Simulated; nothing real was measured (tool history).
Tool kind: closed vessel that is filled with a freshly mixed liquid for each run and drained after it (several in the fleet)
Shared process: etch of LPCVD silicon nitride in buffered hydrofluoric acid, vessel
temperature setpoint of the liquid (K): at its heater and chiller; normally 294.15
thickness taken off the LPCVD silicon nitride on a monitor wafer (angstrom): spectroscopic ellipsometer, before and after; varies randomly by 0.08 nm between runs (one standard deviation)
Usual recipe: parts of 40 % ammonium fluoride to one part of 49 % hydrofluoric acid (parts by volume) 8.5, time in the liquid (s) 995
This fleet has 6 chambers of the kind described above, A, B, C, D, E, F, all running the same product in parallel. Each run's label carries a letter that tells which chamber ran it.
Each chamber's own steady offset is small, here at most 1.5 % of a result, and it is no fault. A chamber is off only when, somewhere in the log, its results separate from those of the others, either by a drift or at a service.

| run | day | temperature setpoint of the liquid (K) | parts of 40 % ammonium fluoride to one part of 49 % hydrofluoric acid (parts by volume) | time in the liquid (s) | read-back film thickness of the LPCVD silicon nitride reference wafer, read on the same gauge (nm) | thickness taken off the LPCVD silicon nitride on a monitor wafer (angstrom) |
|---|---|---|---|---|---|---|
| 1A | 0.417 | 294.15 | 8.5 | 995 | 69.999 | 146.15 |
|  | 0.496 | chamber D: hydrofluoric acid flow meter replaced |
| 2F | 0.742 | 294.15 | 8.5 | 995 | 69.976 | 146.36 |
| 3C | 1.075 | 294.15 | 8.5 | 995 | 69.998 | 145.98 |
| 4B | 1.367 | 294.15 | 8.5 | 995 | 70.019 | 145.39 |
| 5D | 1.579 | 294.15 | 8.5 | 995 | 70.001 | 147.96 |
| 6E | 2.004 | 294.15 | 8.5 | 995 | 69.994 | 145.53 |
| 7A | 2.392 | 294.15 | 8.5 | 995 | 70.001 | 147.02 |
| 8F | 2.692 | 297.15 | 8.5 | 995 | 69.956 | 171.47 |
|  | 2.925 | chamber F: thermometer replaced |
| 9C | 3.125 | 297.15 | 8.5 | 995 | 69.952 | 172.67 |
| 10B | 3.475 | 297.15 | 8.5 | 995 | 69.995 | 172.25 |
| 11D | 3.912 | 297.15 | 8.5 | 995 | 70.025 | 175.72 |
| 12E | 4.175 | 297.15 | 8.5 | 995 | 69.970 | 170.69 |
| 13D | 4.604 | 297.15 | 8.5 | 995 | 69.983 | 173.98 |
| 14E | 4.879 | 294.15 | 8.5 | 995 | 70.061 | 144.78 |
| 15C | 5.167 | 294.15 | 8.5 | 995 | 70.006 | 144.94 |
| 16A | 5.396 | 294.15 | 8.5 | 995 | 70.003 | 144.71 |
| 17B | 5.767 | 294.15 | 11.5 | 1185 | 69.991 | 133.78 |
| 18F | 5.996 | 294.15 | 11.5 | 1185 | 70.023 | 133.82 |
| 19A | 6.338 | 294.15 | 11.5 | 1185 | 70.015 | 132.97 |
| 20C | 6.679 | 294.15 | 11.5 | 1185 | 69.984 | 132.55 |
| 21F | 7.108 | 294.15 | 11.5 | 1185 | 70.021 | 133.84 |
| 22D | 7.404 | 294.15 | 11.5 | 1185 | 70.018 | 135.25 |
| 23E | 7.754 | 294.15 | 8.5 | 995 | 70.027 | 145.30 |
| 24B | 8.012 | 294.15 | 8.5 | 995 | 69.979 | 147.35 |
| 25B | 8.396 | 294.15 | 8.5 | 995 | 70.020 | 146.80 |
| 26F | 8.775 | 294.15 | 8.5 | 995 | 69.993 | 146.13 |
| 27E | 9.125 | 294.15 | 8.5 | 995 | 69.998 | 144.02 |
| 28A | 9.550 | 294.15 | 8.5 | 995 | 70.005 | 145.25 |
| 29D | 9.933 | 294.15 | 8.5 | 995 | 69.972 | 147.23 |
| 30C | 10.362 | 294.15 | 8.5 | 995 | 69.984 | 146.41 |
| 31F | 10.675 | 294.15 | 8.5 | 995 | 69.968 | 146.01 |
| 32E | 10.942 | 294.15 | 8.5 | 995 | 70.015 | 145.39 |
| 33C | 11.150 | 294.15 | 8.5 | 995 | 70.024 | 144.87 |
| 34A | 11.571 | 294.15 | 8.5 | 995 | 70.027 | 145.70 |
| 35B | 11.867 | 294.15 | 8.5 | 995 | 70.008 | 146.55 |
| 36D | 12.238 | 294.15 | 8.5 | 995 | 70.034 | 148.18 |
| 37C | 12.588 | 294.15 | 8.5 | 995 | 70.028 | 145.90 |
| 38E | 12.875 | 294.15 | 8.5 | 995 | 70.047 | 146.63 |
| 39F | 13.321 | 294.15 | 8.5 | 995 | 69.994 | 146.29 |
| 40D | 13.708 | 294.15 | 8.5 | 995 | 70.039 | 147.55 |
| 41A | 14.121 | 294.15 | 8.5 | 995 | 69.979 | 145.63 |

Has any chamber moved away from the others, gradually or after a service, or does the common gauge drift, or do the chambers differ only by their own small steady offsets? State the chamber and the most likely cause if one applies.

No chamber stands off beyond its own small offset, and the gauge holds steady.
